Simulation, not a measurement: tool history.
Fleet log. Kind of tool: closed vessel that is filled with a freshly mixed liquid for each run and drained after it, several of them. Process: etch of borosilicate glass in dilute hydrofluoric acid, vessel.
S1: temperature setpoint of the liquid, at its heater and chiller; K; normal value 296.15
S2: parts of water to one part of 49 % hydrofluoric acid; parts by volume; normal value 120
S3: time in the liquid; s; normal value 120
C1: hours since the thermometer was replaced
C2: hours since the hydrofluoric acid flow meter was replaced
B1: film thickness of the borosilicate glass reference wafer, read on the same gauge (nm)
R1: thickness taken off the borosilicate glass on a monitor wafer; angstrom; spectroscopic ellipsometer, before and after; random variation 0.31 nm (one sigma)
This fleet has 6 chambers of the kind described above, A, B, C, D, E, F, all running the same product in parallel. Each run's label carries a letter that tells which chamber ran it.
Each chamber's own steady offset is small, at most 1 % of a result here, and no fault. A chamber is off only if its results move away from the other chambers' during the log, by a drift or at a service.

{"run": "1F", "hour": 6.7, "S1": 296.15, "S2": 120, "S3": 120, "C1": 840.6, "C2": 653.0, "B1": 29.999, "R1": 382.37}
{"run": "2B", "hour": 12.5, "S1": 296.15, "S2": 120, "S3": 120, "C1": 952.7, "C2": 1010.0, "B1": 30.019, "R1": 392.02}
{"run": "3A", "hour": 15.7, "S1": 296.15, "S2": 120, "S3": 120, "C1": 807.0, "C2": 1554.9, "B1": 30.005, "R1": 384.37}
{"run": "4E", "hour": 21.8, "S1": 296.15, "S2": 120, "S3": 120, "C1": 682.0, "C2": 89.9, "B1": 29.999, "R1": 386.26}
{"run": "5C", "hour": 25.9, "S1": 296.15, "S2": 120, "S3": 120, "C1": 1345.2, "C2": 900.5, "B1": 29.999, "R1": 387.78}
{"run": "6D", "hour": 31.9, "S1": 296.15, "S2": 120, "S3": 120, "C1": 1655.0, "C2": 47.9, "B1": 30.006, "R1": 386.81}
{"run": "7E", "hour": 38.7, "S1": 296.15, "S2": 165, "S3": 120, "C1": 698.9, "C2": 106.8, "B1": 30.023, "R1": 267.66}
{"run": "8B", "hour": 43.9, "S1": 296.15, "S2": 165, "S3": 120, "C1": 984.1, "C2": 1041.4, "B1": 30.003, "R1": 265.69}
{"run": "9A", "hour": 50.1, "S1": 296.15, "S2": 165, "S3": 120, "C1": 841.4, "C2": 1589.3, "B1": 30.002, "R1": 271.99}
{"run": "10D", "hour": 55.1, "S1": 296.15, "S2": 165, "S3": 120, "C1": 1678.2, "C2": 71.1, "B1": 29.998, "R1": 262.12}
{"run": "11F", "hour": 60.7, "S1": 296.15, "S2": 165, "S3": 120, "C1": 894.6, "C2": 707.0, "B1": 30.013, "R1": 264.0}
{"run": "12C", "hour": 67.1, "S1": 296.15, "S2": 165, "S3": 120, "C1": 1386.4, "C2": 941.7, "B1": 29.999, "R1": 268.78}
{"run": "13C", "hour": 71.7, "S1": 296.15, "S2": 120, "S3": 120, "C1": 1391.0, "C2": 946.3, "B1": 30.012, "R1": 390.84}
{"run": "14F", "hour": 77.7, "S1": 296.15, "S2": 120, "S3": 120, "C1": 911.6, "C2": 724.0, "B1": 29.968, "R1": 383.5}
{"run": "15A", "hour": 81.5, "S1": 296.15, "S2": 120, "S3": 120, "C1": 872.8, "C2": 1620.7, "B1": 29.978, "R1": 392.84}
{"run": "16D", "hour": 87.7, "S1": 296.15, "S2": 70, "S3": 120, "C1": 1710.8, "C2": 103.7, "B1": 29.98, "R1": 693.04}
{"run": "17B", "hour": 91.7, "S1": 296.15, "S2": 70, "S3": 120, "C1": 1031.9, "C2": 1089.2, "B1": 29.994, "R1": 700.02}
{"run": "18E", "hour": 98.0, "S1": 296.15, "S2": 70, "S3": 120, "C1": 758.2, "C2": 166.1, "B1": 29.98, "R1": 706.98}
{"run": "19F", "hour": 101.7, "S1": 296.15, "S2": 70, "S3": 120, "C1": 935.6, "C2": 748.0, "B1": 30.01, "R1": 696.28}
{"run": "20B", "hour": 106.6, "S1": 296.15, "S2": 70, "S3": 120, "C1": 1046.8, "C2": 1104.1, "B1": 30.002, "R1": 725.28}
{"run": "21A", "hour": 110.4, "S1": 296.15, "S2": 70, "S3": 120, "C1": 901.7, "C2": 1649.6, "B1": 30.003, "R1": 697.63}
{"run": "22C", "hour": 116.6, "S1": 294.65, "S2": 95, "S3": 120, "C1": 1435.9, "C2": 991.2, "B1": 29.97, "R1": 470.92}
{"run": "23D", "hour": 120.4, "S1": 294.65, "S2": 95, "S3": 120, "C1": 1743.5, "C2": 136.4, "B1": 30.008, "R1": 459.78}
{"run": "24E", "hour": 127.3, "S1": 294.65, "S2": 95, "S3": 120, "C1": 787.5, "C2": 195.4, "B1": 29.993, "R1": 480.85}
{"run": "25E", "hour": 130.6, "S1": 294.65, "S2": 95, "S3": 120, "C1": 790.8, "C2": 198.7, "B1": 29.988, "R1": 484.02}
{"run": "26D", "hour": 134.5, "S1": 294.65, "S2": 95, "S3": 120, "C1": 1757.6, "C2": 150.5, "B1": 30.005, "R1": 454.22}
{"run": "27F", "hour": 139.9, "S1": 294.65, "S2": 95, "S3": 120, "C1": 973.8, "C2": 786.2, "B1": 29.998, "R1": 474.57}
{"run": "28A", "hour": 146.6, "S1": 296.15, "S2": 120, "S3": 120, "C1": 937.9, "C2": 1685.8, "B1": 29.982, "R1": 390.09}
{"run": "29B", "hour": 153.0, "S1": 296.15, "S2": 120, "S3": 120, "C1": 1093.2, "C2": 1150.5, "B1": 30.004, "R1": 390.17}
{"run": "30C", "hour": 159.7, "S1": 296.15, "S2": 120, "S3": 120, "C1": 1479.0, "C2": 1034.3, "B1": 29.996, "R1": 387.86}
{"run": "31C", "hour": 165.3, "S1": 298.15, "S2": 65, "S3": 120, "C1": 1484.6, "C2": 1039.9, "B1": 29.999, "R1": 833.76}
{"run": "32D", "hour": 168.7, "S1": 298.15, "S2": 65, "S3": 120, "C1": 1791.8, "C2": 184.7, "B1": 30.013, "R1": 788.21}
{"run": "33E", "hour": 172.3, "S1": 298.15, "S2": 65, "S3": 120, "C1": 832.5, "C2": 240.4, "B1": 29.989, "R1": 828.66}
{"hour": 174.5, "done": "chamber B: hydrofluoric acid flow meter replaced"}
{"run": "34A", "hour": 177.5, "S1": 298.15, "S2": 65, "S3": 120, "C1": 968.8, "C2": 1716.7, "B1": 30.006, "R1": 819.57}
{"run": "35F", "hour": 181.0, "S1": 298.15, "S2": 65, "S3": 120, "C1": 1014.9, "C2": 827.3, "B1": 30.0, "R1": 819.03}
{"run": "36B", "hour": 185.2, "S1": 298.15, "S2": 65, "S3": 120, "C1": 1125.4, "C2": 10.8, "B1": 29.984, "R1": 839.61}
{"run": "37C", "hour": 191.0, "S1": 296.15, "S2": 120, "S3": 120, "C1": 1510.3, "C2": 1065.6, "B1": 30.001, "R1": 385.71}
{"run": "38A", "hour": 197.1, "S1": 296.15, "S2": 120, "S3": 120, "C1": 988.4, "C2": 1736.3, "B1": 29.978, "R1": 391.58}
{"run": "39F", "hour": 200.2, "S1": 296.15, "S2": 120, "S3": 120, "C1": 1034.1, "C2": 846.5, "B1": 29.997, "R1": 391.63}
{"run": "40E", "hour": 205.2, "S1": 296.15, "S2": 120, "S3": 120, "C1": 865.4, "C2": 273.3, "B1": 30.0, "R1": 388.06}

What goes on in this fleet: one chamber off, a drifting gauge, or nothing beyond the chambers' own small offsets? Name the chamber and the cause, if any.

One chamber, D, drifts off from the rest bit by bit.
Most likely cause: liquid colder than its thermometer reads (K) = 1.7.
The log may not separate it from: hydrofluoric acid flow below the setpoint (%).

Chamber D could run next with any of the 4 candidate recipes listed below; each alters the usual settings, and their results appear as question marks. Which one brings its results back in line with what the other chambers deliver on the usual settings?
A result is in line if it is within this distance of the other chambers' mean on the usual settings: R1 11.00 angstrom
{"run": "41D-1", "hour": 210.1, "S1": 296.65, "S2": 120, "S3": 135, "R1": "?"}
{"run": "41D-2", "hour": 210.1, "S1": 296.15, "S2": 115, "S3": 125, "R1": "?"}
{"run": "41D-3", "hour": 210.1, "S1": 296.15, "S2": 135, "S3": 120, "R1": "?"}
{"run": "41D-4", "hour": 210.1, "S1": 296.15, "S2": 125, "S3": 115, "R1": "?"}

Other chambers, usual settings, mean: R1 387.61 angstrom
run=41D-1 R1=413.19
run=41D-2 R1=393.60
run=41D-3 R1=314.61
run=41D-4 R1=329.31
The right change is 41D-2: it brings the chamber back within the allowed miss of the others.
